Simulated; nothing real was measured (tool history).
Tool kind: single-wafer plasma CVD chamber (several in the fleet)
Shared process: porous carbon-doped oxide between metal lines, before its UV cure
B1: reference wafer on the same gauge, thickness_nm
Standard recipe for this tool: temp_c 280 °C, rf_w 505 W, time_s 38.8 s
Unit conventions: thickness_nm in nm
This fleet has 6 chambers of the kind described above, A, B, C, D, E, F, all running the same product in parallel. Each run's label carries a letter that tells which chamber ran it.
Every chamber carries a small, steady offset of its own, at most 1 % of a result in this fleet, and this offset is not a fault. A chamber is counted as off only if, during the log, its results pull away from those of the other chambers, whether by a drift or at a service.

{"run": "1F", "hour": 11.1, "temp_c": 280, "rf_w": 505, "time_s": 38.8, "B1": 205.95, "thickness_nm": 238.32}
{"run": "2E", "hour": 20.9, "temp_c": 280, "rf_w": 505, "time_s": 38.8, "B1": 205.89, "thickness_nm": 237.28}
{"run": "3D", "hour": 31.4, "temp_c": 280, "rf_w": 505, "time_s": 38.8, "B1": 205.9, "thickness_nm": 237.59}
{"run": "4C", "hour": 42.7, "temp_c": 280, "rf_w": 505, "time_s": 38.8, "B1": 205.78, "thickness_nm": 237.06}
{"run": "5B", "hour": 56.2, "temp_c": 280, "rf_w": 505, "time_s": 38.8, "B1": 205.81, "thickness_nm": 237.59}
{"run": "6A", "hour": 68.0, "temp_c": 280, "rf_w": 505, "time_s": 38.8, "B1": 205.78, "thickness_nm": 233.83}
{"run": "7F", "hour": 79.0, "temp_c": 280, "rf_w": 505, "time_s": 38.8, "B1": 205.74, "thickness_nm": 238.32}
{"run": "8E", "hour": 86.5, "temp_c": 280, "rf_w": 505, "time_s": 38.8, "B1": 205.74, "thickness_nm": 236.63}
{"run": "9A", "hour": 100.5, "temp_c": 280, "rf_w": 505, "time_s": 38.8, "B1": 205.67, "thickness_nm": 234.27}
{"run": "10D", "hour": 114.3, "temp_c": 280, "rf_w": 505, "time_s": 38.8, "B1": 205.62, "thickness_nm": 237.23}
{"run": "11B", "hour": 123.6, "temp_c": 280, "rf_w": 505, "time_s": 38.8, "B1": 205.52, "thickness_nm": 237.72}
{"run": "12C", "hour": 132.4, "temp_c": 280, "rf_w": 505, "time_s": 38.8, "B1": 205.55, "thickness_nm": 235.57}
{"run": "13D", "hour": 146.1, "temp_c": 280, "rf_w": 505, "time_s": 38.8, "B1": 205.5, "thickness_nm": 236.9}
{"run": "14C", "hour": 161.5, "temp_c": 280, "rf_w": 505, "time_s": 38.8, "B1": 205.5, "thickness_nm": 235.25}
{"run": "15F", "hour": 177.3, "temp_c": 285, "rf_w": 505, "time_s": 41.3, "B1": 205.4, "thickness_nm": 244.61}
{"run": "16E", "hour": 186.9, "temp_c": 285, "rf_w": 505, "time_s": 41.3, "B1": 205.32, "thickness_nm": 244.57}
{"run": "17B", "hour": 196.9, "temp_c": 285, "rf_w": 505, "time_s": 41.3, "B1": 205.36, "thickness_nm": 244.65}
{"run": "18A", "hour": 206.9, "temp_c": 285, "rf_w": 505, "time_s": 41.3, "B1": 205.26, "thickness_nm": 240.71}
{"hour": 216.4, "done": "chamber F: RF generator calibrated"}
{"run": "19B", "hour": 222.5, "temp_c": 285, "rf_w": 505, "time_s": 41.3, "B1": 205.29, "thickness_nm": 244.55}
{"run": "20E", "hour": 236.4, "temp_c": 285, "rf_w": 505, "time_s": 41.3, "B1": 205.08, "thickness_nm": 243.77}
{"run": "21C", "hour": 245.7, "temp_c": 280, "rf_w": 505, "time_s": 38.8, "B1": 205.17, "thickness_nm": 235.61}
{"run": "22A", "hour": 255.9, "temp_c": 280, "rf_w": 505, "time_s": 38.8, "B1": 205.19, "thickness_nm": 233.96}
{"run": "23D", "hour": 269.4, "temp_c": 280, "rf_w": 505, "time_s": 38.8, "B1": 205.1, "thickness_nm": 235.79}
{"run": "24F", "hour": 277.8, "temp_c": 280, "rf_w": 505, "time_s": 38.8, "B1": 205.07, "thickness_nm": 237.52}
{"run": "25C", "hour": 287.2, "temp_c": 280, "rf_w": 505, "time_s": 38.8, "B1": 205.04, "thickness_nm": 235.25}
{"run": "26F", "hour": 299.5, "temp_c": 280, "rf_w": 505, "time_s": 38.8, "B1": 205.01, "thickness_nm": 237.62}
{"run": "27B", "hour": 308.5, "temp_c": 280, "rf_w": 505, "time_s": 38.8, "B1": 204.99, "thickness_nm": 237.12}
{"run": "28A", "hour": 322.4, "temp_c": 280, "rf_w": 505, "time_s": 38.8, "B1": 204.92, "thickness_nm": 233.93}
{"run": "29E", "hour": 335.8, "temp_c": 280, "rf_w": 505, "time_s": 38.8, "B1": 204.88, "thickness_nm": 235.85}
{"run": "30D", "hour": 344.8, "temp_c": 280, "rf_w": 505, "time_s": 38.8, "B1": 204.83, "thickness_nm": 236.55}
{"run": "31F", "hour": 353.2, "temp_c": 280, "rf_w": 505, "time_s": 38.8, "B1": 204.72, "thickness_nm": 236.72}
{"run": "32B", "hour": 362.3, "temp_c": 270, "rf_w": 545, "time_s": 38.8, "B1": 204.78, "thickness_nm": 265.42}
{"run": "33E", "hour": 375.7, "temp_c": 270, "rf_w": 545, "time_s": 38.8, "B1": 204.7, "thickness_nm": 264.57}
{"run": "34D", "hour": 389.2, "temp_c": 270, "rf_w": 545, "time_s": 38.8, "B1": 204.66, "thickness_nm": 264.51}
{"run": "35C", "hour": 405.0, "temp_c": 270, "rf_w": 545, "time_s": 38.8, "B1": 204.6, "thickness_nm": 264.01}
{"run": "36A", "hour": 412.2, "temp_c": 270, "rf_w": 545, "time_s": 38.8, "B1": 204.59, "thickness_nm": 262.5}
{"run": "37A", "hour": 424.5, "temp_c": 270, "rf_w": 545, "time_s": 38.8, "B1": 204.55, "thickness_nm": 262.04}

Next, every chamber runs the same settings. What will each give?
{"run": "38A", "hour": 436.0, "temp_c": 292, "rf_w": 505, "time_s": 38.8, "thickness_nm": "?"}
{"run": "38B", "hour": 436.0, "temp_c": 292, "rf_w": 505, "time_s": 38.8, "thickness_nm": "?"}
{"run": "38C", "hour": 436.0, "temp_c": 292, "rf_w": 505, "time_s": 38.8, "thickness_nm": "?"}
{"run": "38D", "hour": 436.0, "temp_c": 292, "rf_w": 505, "time_s": 38.8, "thickness_nm": "?"}
{"run": "38E", "hour": 436.0, "temp_c": 292, "rf_w": 505, "time_s": 38.8, "thickness_nm": "?"}
{"run": "38F", "hour": 436.0, "temp_c": 292, "rf_w": 505, "time_s": 38.8, "thickness_nm": "?"}

run=38A thickness_nm=216.78
run=38B thickness_nm=219.24
run=38C thickness_nm=217.30
run=38D thickness_nm=218.67
run=38E thickness_nm=218.70
run=38F thickness_nm=220.54
